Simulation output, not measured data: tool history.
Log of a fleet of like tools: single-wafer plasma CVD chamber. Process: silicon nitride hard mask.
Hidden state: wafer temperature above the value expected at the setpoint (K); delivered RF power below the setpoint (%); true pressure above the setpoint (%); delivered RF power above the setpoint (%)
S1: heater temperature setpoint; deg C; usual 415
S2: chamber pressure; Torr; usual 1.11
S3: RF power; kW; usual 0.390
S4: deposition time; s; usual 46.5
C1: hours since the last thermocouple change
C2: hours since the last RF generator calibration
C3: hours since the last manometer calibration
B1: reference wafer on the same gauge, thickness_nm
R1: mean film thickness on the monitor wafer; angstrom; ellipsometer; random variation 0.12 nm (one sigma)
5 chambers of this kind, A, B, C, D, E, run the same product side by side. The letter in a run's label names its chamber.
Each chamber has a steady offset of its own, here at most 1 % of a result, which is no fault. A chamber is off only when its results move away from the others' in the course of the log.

run	hour	S1	S2	S3	S4	C1	C2	C3	B1	R1
1D	7.8	415	1.11	0.390	46.5	969.3	263.5	357.8	57.271	560.46
2E	11.7	415	1.11	0.390	46.5	1599.0	1111.9	779.1	57.274	557.72
3C	18.8	415	1.11	0.390	46.5	162.1	515.3	1855.5	57.283	560.89
4A	24.0	415	1.11	0.390	46.5	895.0	494.7	277.5	57.265	561.36
# hour 26.5: chamber C: capacitance manometer re-zeroed and calibrated
5B	29.1	415	1.11	0.390	46.5	707.6	602.6	257.5	57.316	559.33
6E	35.3	415	1.11	0.390	46.5	1622.6	1135.5	802.7	57.307	557.57
7A	40.7	415	1.11	0.390	46.5	911.7	511.4	294.2	57.268	561.91
8D	45.8	415	0.85	0.390	53.0	1007.3	301.5	395.8	57.280	581.38
9C	52.7	415	0.85	0.390	53.0	196.0	549.2	26.2	57.294	584.68
10B	56.4	415	0.85	0.390	53.0	734.9	629.9	284.8	57.306	580.16
11D	61.0	415	0.85	0.390	53.0	1022.5	316.7	411.0	57.342	584.29
12E	65.7	415	0.85	0.390	53.0	1653.0	1165.9	833.1	57.320	580.85
13C	71.5	415	1.11	0.390	46.5	214.8	568.0	45.0	57.331	561.38
14A	75.2	415	1.11	0.390	46.5	946.2	545.9	328.7	57.293	562.51
15B	82.1	415	1.11	0.390	46.5	760.6	655.6	310.5	57.300	555.25
16E	87.0	415	1.11	0.390	46.5	1674.3	1187.2	854.4	57.305	557.83
17C	91.1	415	1.11	0.390	46.5	234.4	587.6	64.6	57.286	562.74
18A	94.6	415	1.11	0.390	46.5	965.6	565.3	348.1	57.318	562.01
19D	100.5	415	1.11	0.390	46.5	1062.0	356.2	450.5	57.272	562.99
20B	105.9	415	1.11	0.390	46.5	784.4	679.4	334.3	57.300	557.06
21C	112.5	415	1.11	0.390	46.5	255.8	609.0	86.0	57.298	564.35
22B	116.4	415	1.11	0.390	46.5	794.9	689.9	344.8	57.323	556.99
23E	122.6	415	1.11	0.390	46.5	1709.9	1222.8	890.0	57.302	558.06
24A	128.3	415	1.11	0.390	46.5	999.3	599.0	381.8	57.303	561.95
25D	134.2	415	1.11	0.390	46.5	1095.7	389.9	484.2	57.273	560.69
26A	141.2	415	1.11	0.390	46.5	1012.2	611.9	394.7	57.316	563.42
27C	148.1	415	1.11	0.390	46.5	291.4	644.6	121.6	57.312	562.81
28D	153.6	415	1.11	0.390	46.5	1115.1	409.3	503.6	57.309	562.20
29E	160.3	415	1.11	0.390	46.5	1747.6	1260.5	927.7	57.331	555.65
30B	167.1	415	1.11	0.390	46.5	845.6	740.6	395.5	57.276	555.77
31E	171.4	415	1.11	0.390	46.5	1758.7	1271.6	938.8	57.280	558.53
32B	177.5	415	1.11	0.390	46.5	856.0	751.0	405.9	57.317	556.63
33D	183.7	415	1.11	0.390	46.5	1145.2	439.4	533.7	57.292	562.52
34C	189.0	415	1.11	0.460	46.5	332.3	685.5	162.5	57.292	619.96
35A	195.0	415	1.11	0.460	46.5	1066.0	665.7	448.5	57.290	619.16
36A	201.7	415	1.11	0.460	46.5	1072.7	672.4	455.2	57.293	617.94
37D	209.0	415	1.11	0.460	46.5	1170.5	464.7	559.0	57.262	614.72

What goes on in this fleet: one chamber off, a drifting gauge, or nothing beyond the chambers' own small offsets? Name the chamber and the cause, if any.

No chamber stands off beyond its own small offset, and the gauge holds steady.
